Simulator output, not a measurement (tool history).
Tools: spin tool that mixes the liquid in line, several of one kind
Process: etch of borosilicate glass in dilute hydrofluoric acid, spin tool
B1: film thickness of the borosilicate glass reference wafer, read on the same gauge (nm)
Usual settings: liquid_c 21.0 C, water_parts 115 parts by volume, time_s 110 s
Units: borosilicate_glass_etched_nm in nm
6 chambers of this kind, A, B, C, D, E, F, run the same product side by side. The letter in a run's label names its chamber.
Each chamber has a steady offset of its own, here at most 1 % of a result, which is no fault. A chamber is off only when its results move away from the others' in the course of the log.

Run 1C, hour 4.0: usual settings; B1 150.01. Result: borosilicate_glass_etched_nm 19.203 nm.
Run 2D, hour 9.0: usual settings; B1 150.01. Result: borosilicate_glass_etched_nm 19.406 nm.
Run 3E, hour 13.9: usual settings; B1 149.99. Result: borosilicate_glass_etched_nm 19.457 nm.
Run 4F, hour 18.2: usual settings; B1 150.01. Result: borosilicate_glass_etched_nm 19.786 nm.
Run 5B, hour 21.8: usual settings but liquid_c 18.5 C; B1 150.01. Result: borosilicate_glass_etched_nm 17.987 nm.
Run 6A, hour 26.2: usual settings but liquid_c 18.5 C; B1 150.00. Result: borosilicate_glass_etched_nm 17.317 nm.
Run 7B, hour 30.8: usual settings but liquid_c 18.5 C; B1 149.98. Result: borosilicate_glass_etched_nm 18.032 nm.
Run 8D, hour 34.5: usual settings but liquid_c 18.5 C; B1 149.99. Result: borosilicate_glass_etched_nm 17.530 nm.
Run 9F, hour 37.3: usual settings but liquid_c 18.5 C; B1 150.01. Result: borosilicate_glass_etched_nm 17.642 nm.
Run 10E, hour 40.4: usual settings but liquid_c 18.5 C; B1 149.99. Result: borosilicate_glass_etched_nm 17.610 nm.
Run 11C, hour 46.5: usual settings; B1 150.01. Result: borosilicate_glass_etched_nm 19.303 nm.
Run 12A, hour 50.8: usual settings but time_s 135 s; B1 149.98. Result: borosilicate_glass_etched_nm 23.619 nm.
Run 13A, hour 53.6: usual settings but time_s 135 s; B1 149.99. Result: borosilicate_glass_etched_nm 23.650 nm.
Run 14B, hour 58.3: usual settings but time_s 135 s; B1 149.98. Result: borosilicate_glass_etched_nm 24.340 nm.
Run 15D, hour 63.4: usual settings but time_s 135 s; B1 150.00. Result: borosilicate_glass_etched_nm 23.764 nm.
Run 16E, hour 68.6: usual settings but time_s 135 s; B1 150.03. Result: borosilicate_glass_etched_nm 23.262 nm.
Run 17F, hour 73.9: usual settings but time_s 135 s; B1 150.03. Result: borosilicate_glass_etched_nm 23.881 nm.
Run 18C, hour 78.4: usual settings; B1 150.00. Result: borosilicate_glass_etched_nm 19.140 nm.
Run 19D, hour 81.3: usual settings; B1 150.00. Result: borosilicate_glass_etched_nm 19.554 nm.
Run 20F, hour 84.5: usual settings but water_parts 85 parts by volume, time_s 90 s; B1 150.00. Result: borosilicate_glass_etched_nm 21.950 nm.
Run 21B, hour 88.7: usual settings but water_parts 85 parts by volume, time_s 90 s; B1 149.99. Result: borosilicate_glass_etched_nm 22.317 nm.
Run 22C, hour 92.3: usual settings but water_parts 85 parts by volume, time_s 90 s; B1 150.00. Result: borosilicate_glass_etched_nm 21.943 nm.
Run 23A, hour 98.5: usual settings but water_parts 85 parts by volume, time_s 90 s; B1 149.99. Result: borosilicate_glass_etched_nm 21.865 nm.
Run 24E, hour 101.4: usual settings but water_parts 85 parts by volume, time_s 90 s; B1 150.03. Result: borosilicate_glass_etched_nm 21.905 nm.
Run 25E, hour 104.8: usual settings but water_parts 85 parts by volume, time_s 90 s; B1 150.02. Result: borosilicate_glass_etched_nm 22.497 nm.
Run 26B, hour 108.8: usual settings; B1 150.01. Result: borosilicate_glass_etched_nm 19.355 nm.
Run 27A, hour 113.6: usual settings; B1 150.00. Result: borosilicate_glass_etched_nm 19.039 nm.
Run 28C, hour 119.7: usual settings; B1 150.02. Result: borosilicate_glass_etched_nm 18.987 nm.
Run 29F, hour 125.0: usual settings; B1 150.02. Result: borosilicate_glass_etched_nm 19.302 nm.
Run 30D, hour 130.6: usual settings; B1 150.01. Result: borosilicate_glass_etched_nm 19.386 nm.
Run 31F, hour 133.5: usual settings; B1 149.99. Result: borosilicate_glass_etched_nm 19.439 nm.
Run 32B, hour 139.8: usual settings; B1 150.01. Result: borosilicate_glass_etched_nm 19.576 nm.
Run 33C, hour 142.7: usual settings but time_s 150 s; B1 149.99. Result: borosilicate_glass_etched_nm 26.204 nm.
Run 34E, hour 146.5: usual settings but time_s 150 s; B1 150.00. Result: borosilicate_glass_etched_nm 26.927 nm.
Run 35A, hour 152.2: usual settings but time_s 150 s; B1 149.98. Result: borosilicate_glass_etched_nm 26.436 nm.
Run 36D, hour 158.0: usual settings but time_s 150 s; B1 150.00. Result: borosilicate_glass_etched_nm 26.259 nm.
Run 37E, hour 164.2: usual settings but time_s 150 s; B1 150.00. Result: borosilicate_glass_etched_nm 26.283 nm.
Run 38C, hour 167.4: usual settings but time_s 150 s; B1 150.00. Result: borosilicate_glass_etched_nm 26.584 nm.
At hour 167.5: chamber F: hydrofluoric acid flow meter replaced.
Run 39B, hour 171.7: usual settings but liquid_c 23.5 C, water_parts 60 parts by volume; B1 149.98. Result: borosilicate_glass_etched_nm 44.810 nm.
Run 40D, hour 176.2: usual settings but liquid_c 23.5 C, water_parts 60 parts by volume; B1 149.98. Result: borosilicate_glass_etched_nm 43.122 nm.
Run 41F, hour 179.2: usual settings but liquid_c 23.5 C, water_parts 60 parts by volume; B1 150.00. Result: borosilicate_glass_etched_nm 43.757 nm.
Run 42A, hour 183.6: usual settings but liquid_c 23.5 C, water_parts 60 parts by volume; B1 150.00. Result: borosilicate_glass_etched_nm 43.075 nm.

All 6 chambers run these settings next. Forecast each chamber's results:
Run 43A, hour 188.2: usual settings. Result: borosilicate_glass_etched_nm ?.
Run 43B, hour 188.2: usual settings. Result: borosilicate_glass_etched_nm ?.
Run 43C, hour 188.2: usual settings. Result: borosilicate_glass_etched_nm ?.
Run 43D, hour 188.2: usual settings. Result: borosilicate_glass_etched_nm ?.
Run 43E, hour 188.2: usual settings. Result: borosilicate_glass_etched_nm ?.
Run 43F, hour 188.2: usual settings. Result: borosilicate_glass_etched_nm ?.

run  borosilicate_glass_etched_nm
43A                        19.173
43B                        19.680
43C                        19.203
43D                        19.562
43E                        18.959
43F                        19.444
